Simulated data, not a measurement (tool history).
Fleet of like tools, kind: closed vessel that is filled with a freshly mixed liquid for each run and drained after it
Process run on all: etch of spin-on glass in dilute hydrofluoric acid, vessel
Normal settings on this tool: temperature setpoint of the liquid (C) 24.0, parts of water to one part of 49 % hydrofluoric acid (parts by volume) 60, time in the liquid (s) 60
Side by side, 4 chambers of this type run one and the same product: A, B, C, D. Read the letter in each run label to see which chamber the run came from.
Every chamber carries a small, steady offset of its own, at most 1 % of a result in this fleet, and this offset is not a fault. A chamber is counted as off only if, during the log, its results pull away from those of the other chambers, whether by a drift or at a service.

| run | hour | temperature setpoint of the liquid (C) | parts of water to one part of 49 % hydrofluoric acid (parts by volume) | time in the liquid (s) | hours since the thermometer was replaced | hours since the hydrofluoric acid flow meter was replaced | read-back film thickness of the spin-on glass reference wafer, read on the same gauge (nm) | thickness taken off the spin-on glass on a monitor wafer (angstrom) |
|---|---|---|---|---|---|---|---|---|
| 1C | 4.6 | 24.0 | 60 | 60 | 1970.2 | 121.0 | 59.985 | 261.68 |
| 2A | 8.0 | 24.0 | 60 | 60 | 269.4 | 660.5 | 60.003 | 263.84 |
| 3B | 10.7 | 24.0 | 60 | 60 | 788.0 | 523.0 | 60.019 | 263.08 |
| 4D | 14.9 | 24.0 | 60 | 60 | 1744.4 | 1207.3 | 60.017 | 269.05 |
| 5C | 18.8 | 24.0 | 60 | 60 | 1984.4 | 135.2 | 60.006 | 259.96 |
| 6B | 21.8 | 24.0 | 60 | 60 | 799.1 | 534.1 | 60.013 | 266.44 |
| 7D | 26.0 | 24.0 | 60 | 60 | 1755.5 | 1218.4 | 60.002 | 259.84 |
| 8A | 29.1 | 24.0 | 60 | 60 | 290.5 | 681.6 | 59.990 | 261.89 |
| 9B | 32.2 | 24.0 | 60 | 60 | 809.5 | 544.5 | 59.997 | 263.72 |
| 10D | 35.9 | 24.0 | 60 | 60 | 1765.4 | 1228.3 | 60.003 | 266.61 |
| 11A | 39.4 | 24.0 | 60 | 60 | 300.8 | 691.9 | 60.010 | 263.53 |
| 12C | 44.4 | 24.0 | 60 | 60 | 2010.0 | 160.8 | 60.006 | 262.67 |
| 13A | 47.9 | 24.0 | 60 | 60 | 309.3 | 700.4 | 59.978 | 264.27 |
| 14B | 53.6 | 24.0 | 60 | 60 | 830.9 | 565.9 | 60.006 | 262.35 |
| 15C | 58.2 | 26.5 | 50 | 60 | 2023.8 | 174.6 | 60.015 | 348.63 |
| 16D | 61.6 | 26.5 | 50 | 60 | 1791.1 | 1254.0 | 59.970 | 357.23 |
| 17B | 64.8 | 26.5 | 50 | 60 | 842.1 | 577.1 | 60.007 | 360.20 |
| 18A | 68.9 | 26.5 | 50 | 60 | 330.3 | 721.4 | 60.045 | 351.65 |
| 19C | 72.6 | 24.0 | 60 | 60 | 2038.2 | 189.0 | 59.994 | 253.90 |
| 20D | 77.8 | 24.0 | 60 | 60 | 1807.3 | 1270.2 | 60.003 | 262.18 |
| 21D | 83.4 | 24.0 | 60 | 60 | 1812.9 | 1275.8 | 60.003 | 266.69 |
| 22A | 88.8 | 24.0 | 60 | 60 | 350.2 | 741.3 | 60.011 | 265.95 |
| 23C | 94.8 | 24.0 | 60 | 60 | 2060.4 | 211.2 | 60.008 | 250.92 |
| 24B | 99.8 | 24.0 | 80 | 40 | 877.1 | 612.1 | 60.012 | 128.25 |
| 25D | 104.1 | 24.0 | 80 | 40 | 1833.6 | 1296.5 | 59.995 | 129.38 |
| 26C | 110.2 | 24.0 | 80 | 40 | 2075.8 | 226.6 | 60.024 | 118.58 |
| 27B | 113.0 | 24.0 | 80 | 40 | 890.3 | 625.3 | 60.018 | 129.30 |
| 28A | 116.7 | 26.5 | 60 | 60 | 378.1 | 769.2 | 60.005 | 289.10 |
| 29D | 122.7 | 26.5 | 60 | 60 | 1852.2 | 1315.1 | 59.975 | 297.09 |
| 30C | 125.6 | 26.5 | 60 | 60 | 2091.2 | 242.0 | 60.020 | 267.65 |
| 31A | 129.3 | 26.5 | 60 | 60 | 390.7 | 781.8 | 60.004 | 294.07 |
| 32B | 135.1 | 24.0 | 60 | 60 | 912.4 | 647.4 | 59.997 | 262.56 |
| 33D | 138.9 | 24.0 | 60 | 60 | 1868.4 | 1331.3 | 59.987 | 265.51 |
| 34C | 144.8 | 24.0 | 70 | 85 | 2110.4 | 261.2 | 60.019 | 286.70 |
| 35B | 149.0 | 24.0 | 70 | 85 | 926.3 | 661.3 | 60.001 | 317.60 |
| 36A | 152.1 | 24.0 | 70 | 85 | 413.5 | 804.6 | 60.009 | 312.79 |
| 37B | 154.9 | 24.0 | 70 | 85 | 932.2 | 667.2 | 59.987 | 318.89 |

Does one chamber stand apart from the rest, does the shared gauge drift, or is all well apart from small per-chamber offsets? Give the chamber and the most likely cause, where there is one.

Chamber C drifts away from the others.
Most likely cause: hydrofluoric acid flow below the setpoint (%) = 9.52.
The log may not separate it from: liquid colder than its thermometer reads (K).

Which of the 4 candidates below, each the usual settings with something changed and its results left as question marks, puts chamber C back in line with what the other chambers give on the usual settings?
A result is in line if it is within this distance of the other chambers' mean on the usual settings: thickness taken off the spin-on glass on a monitor wafer (angstrom) 8.40
| 38C-1 | 159.3 | 22.5 | 60 | 60 |  |  |  | ? |
| 38C-2 | 159.3 | 21.5 | 60 | 60 |  |  |  | ? |
| 38C-3 | 159.3 | 24.5 | 55 | 60 |  |  |  | ? |
| 38C-4 | 159.3 | 25.5 | 60 | 60 |  |  |  | ? |

Other chambers, usual settings, mean: thickness taken off the spin-on glass on a monitor wafer (angstrom) 264.22
| run | thickness taken off the spin-on glass on a monitor wafer (angstrom) |
|---|---|
| 38C-1 | 223.20 |
| 38C-2 | 214.17 |
| 38C-3 | 266.38 |
| 38C-4 | 252.14 |
It is 38C-3 that realigns the chamber with its peers.
